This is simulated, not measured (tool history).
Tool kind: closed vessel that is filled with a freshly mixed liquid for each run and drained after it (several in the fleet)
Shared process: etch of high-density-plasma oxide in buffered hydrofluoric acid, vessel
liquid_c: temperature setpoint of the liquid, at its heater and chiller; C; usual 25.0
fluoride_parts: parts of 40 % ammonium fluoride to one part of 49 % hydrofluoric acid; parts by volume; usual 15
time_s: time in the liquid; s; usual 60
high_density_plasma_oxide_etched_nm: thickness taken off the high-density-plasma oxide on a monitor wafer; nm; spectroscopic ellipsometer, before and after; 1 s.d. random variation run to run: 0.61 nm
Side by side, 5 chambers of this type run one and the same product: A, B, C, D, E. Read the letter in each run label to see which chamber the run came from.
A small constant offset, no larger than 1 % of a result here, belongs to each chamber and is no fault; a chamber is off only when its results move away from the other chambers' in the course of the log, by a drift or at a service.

run,day,liquid_c,fluoride_parts,time_s,"read-back film thickness of the high-density-plasma oxide reference wafer, read on the same gauge (nm)",high_density_plasma_oxide_etched_nm
1A,0.221,25.0,15,60,120.00,78.792
2C,0.467,25.0,15,60,120.00,79.129
3D,0.775,25.0,15,60,120.02,81.251
# day 1.021: chamber D: hydrofluoric acid flow meter replaced
4B,1.229,25.0,15,60,120.04,78.495
5E,1.446,25.0,15,60,119.96,80.493
6B,1.662,25.0,15,60,119.97,80.005
7C,1.938,25.0,15,60,119.98,79.383
8A,2.204,25.0,15,60,119.99,79.253
9D,2.500,25.0,15,60,119.99,79.502
10E,2.938,25.0,15,60,119.99,80.506
11E,3.267,25.0,15,60,120.01,79.521
12A,3.654,25.0,15,60,120.03,78.382
13D,4.017,25.0,15,60,120.00,80.922
14C,4.229,25.0,15,60,120.00,80.232
15B,4.496,25.0,15,60,120.00,78.777
16A,4.933,23.5,15,60,120.01,72.984
17D,5.142,23.5,15,60,119.99,73.185
18E,5.471,23.5,15,60,120.00,73.266
19C,5.758,23.5,15,60,120.02,74.299
# day 5.929: chamber A: thermometer replaced
20B,6.100,23.5,15,60,120.01,72.577
21A,6.404,25.0,15,60,120.02,79.401
22D,6.771,25.0,15,60,119.97,79.924
23B,7.225,25.0,15,60,119.99,78.597
24C,7.604,25.0,15,60,120.03,79.275
25E,7.925,25.0,15,60,120.01,79.889
26C,8.375,25.0,15,60,120.04,79.587
27B,8.617,25.0,15,60,119.99,78.945
28D,8.833,25.0,15,60,120.00,80.065
29E,9.138,25.0,15,60,119.97,79.446
30A,9.367,25.0,15,60,120.00,78.960
31B,9.646,25.0,15,60,120.03,78.845
32C,10.071,25.0,15,60,120.00,78.852

Next, all 5 chambers run the settings below, one line each with question marks for the results. What does each chamber give?
33A,10.417,25.0,15,60,,?
33B,10.417,25.0,15,60,,?
33C,10.417,25.0,15,60,,?
33D,10.417,25.0,15,60,,?
33E,10.417,25.0,15,60,,?

run,high_density_plasma_oxide_etched_nm
33A,79.086
33B,78.663
33C,78.280
33D,80.010
33E,79.086
